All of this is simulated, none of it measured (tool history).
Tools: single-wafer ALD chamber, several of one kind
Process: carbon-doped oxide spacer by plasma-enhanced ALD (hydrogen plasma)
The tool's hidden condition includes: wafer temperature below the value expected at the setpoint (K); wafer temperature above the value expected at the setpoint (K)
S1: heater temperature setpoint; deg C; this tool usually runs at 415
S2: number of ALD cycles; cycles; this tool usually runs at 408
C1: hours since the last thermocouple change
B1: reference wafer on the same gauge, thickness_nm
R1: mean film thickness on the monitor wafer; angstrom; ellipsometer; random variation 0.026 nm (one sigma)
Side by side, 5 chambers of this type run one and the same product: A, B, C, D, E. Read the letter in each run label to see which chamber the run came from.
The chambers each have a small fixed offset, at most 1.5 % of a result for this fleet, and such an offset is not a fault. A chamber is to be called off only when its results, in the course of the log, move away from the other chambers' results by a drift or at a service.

Run 1B, hour 4.9: usual settings; C1 1702.2; B1 21.104. Result: R1 194.70 angstrom.
Run 2D, hour 11.3: usual settings; C1 1844.8; B1 21.108. Result: R1 194.90 angstrom.
Run 3A, hour 16.8: usual settings; C1 1518.2; B1 21.109. Result: R1 197.71 angstrom.
Run 4E, hour 21.6: usual settings; C1 68.5; B1 21.115. Result: R1 193.93 angstrom.
Run 5C, hour 26.3: usual settings; C1 428.6; B1 21.122. Result: R1 195.38 angstrom.
Run 6E, hour 31.1: usual settings; C1 78.0; B1 21.128. Result: R1 194.33 angstrom.
Run 7C, hour 36.7: usual settings; C1 439.0; B1 21.126. Result: R1 195.85 angstrom.
Run 8A, hour 43.0: usual settings; C1 1544.4; B1 21.131. Result: R1 197.07 angstrom.
Run 9B, hour 48.1: usual settings; C1 1745.4; B1 21.130. Result: R1 194.95 angstrom.
Run 10D, hour 51.0: usual settings; C1 1884.5; B1 21.146. Result: R1 195.59 angstrom.
Run 11E, hour 55.2: usual settings; C1 102.1; B1 21.139. Result: R1 194.30 angstrom.
Run 12A, hour 59.5: usual settings; C1 1560.9; B1 21.136. Result: R1 197.91 angstrom.
Run 13D, hour 64.3: usual settings; C1 1897.8; B1 21.149. Result: R1 195.89 angstrom.
Run 14B, hour 67.5: usual settings but S2 477 cycles; C1 1764.8; B1 21.154. Result: R1 227.89 angstrom.
Run 15C, hour 71.1: usual settings but S2 477 cycles; C1 473.4; B1 21.149. Result: R1 228.90 angstrom.
Run 16D, hour 76.0: usual settings but S2 477 cycles; C1 1909.5; B1 21.153. Result: R1 228.78 angstrom.
Run 17C, hour 79.1: usual settings but S2 477 cycles; C1 481.4; B1 21.160. Result: R1 228.65 angstrom.
Run 18A, hour 83.6: usual settings but S2 477 cycles; C1 1585.0; B1 21.163. Result: R1 231.28 angstrom.
Run 19B, hour 87.2: usual settings but S1 427 deg C, S2 473 cycles; C1 1784.5; B1 21.160. Result: R1 217.57 angstrom.
Run 20E, hour 93.1: usual settings but S1 427 deg C, S2 473 cycles; C1 140.0; B1 21.167. Result: R1 216.94 angstrom.
Run 21A, hour 96.5: usual settings but S1 427 deg C, S2 473 cycles; C1 1597.9; B1 21.170. Result: R1 221.15 angstrom.
Run 22C, hour 99.5: usual settings but S1 427 deg C, S2 473 cycles; C1 501.8; B1 21.172. Result: R1 218.43 angstrom.
Run 23E, hour 102.5: usual settings but S1 427 deg C, S2 473 cycles; C1 149.4; B1 21.176. Result: R1 216.55 angstrom.
Run 24D, hour 107.7: usual settings; C1 1941.2; B1 21.179. Result: R1 195.93 angstrom.
Run 25B, hour 110.8: usual settings; C1 1808.1; B1 21.174. Result: R1 195.12 angstrom.
Run 26B, hour 117.0: usual settings; C1 1814.3; B1 21.184. Result: R1 195.05 angstrom.
Run 27D, hour 119.8: usual settings but S1 408 deg C; C1 1953.3; B1 21.181. Result: R1 199.97 angstrom.
Run 28C, hour 123.1: usual settings but S1 408 deg C; C1 525.4; B1 21.194. Result: R1 199.84 angstrom.
Run 29E, hour 126.6: usual settings but S1 408 deg C; C1 173.5; B1 21.188. Result: R1 199.18 angstrom.
Run 30A, hour 130.2: usual settings but S1 408 deg C; C1 1631.6; B1 21.189. Result: R1 202.35 angstrom.
Run 31D, hour 134.2: usual settings but S1 408 deg C; C1 1967.7; B1 21.189. Result: R1 200.13 angstrom.
Run 32E, hour 136.9: usual settings; C1 183.8; B1 21.198. Result: R1 194.71 angstrom.
Run 33A, hour 142.8: usual settings; C1 1644.2; B1 21.197. Result: R1 198.46 angstrom.
Run 34B, hour 148.1: usual settings; C1 1845.4; B1 21.208. Result: R1 195.82 angstrom.
Run 35C, hour 153.1: usual settings; C1 555.4; B1 21.209. Result: R1 195.84 angstrom.
Run 36D, hour 156.7: usual settings; C1 1990.2; B1 21.213. Result: R1 196.29 angstrom.

Which is it: a chamber that has drifted or been left off by a service, a gauge drift common to all chambers, or only each chamber's usual small offset? If a chamber is off, name it and its likeliest cause.

Gauge drift. The chambers move together only on paper, and none stands off.
Cause: gauge reads high (%) = 0.541.
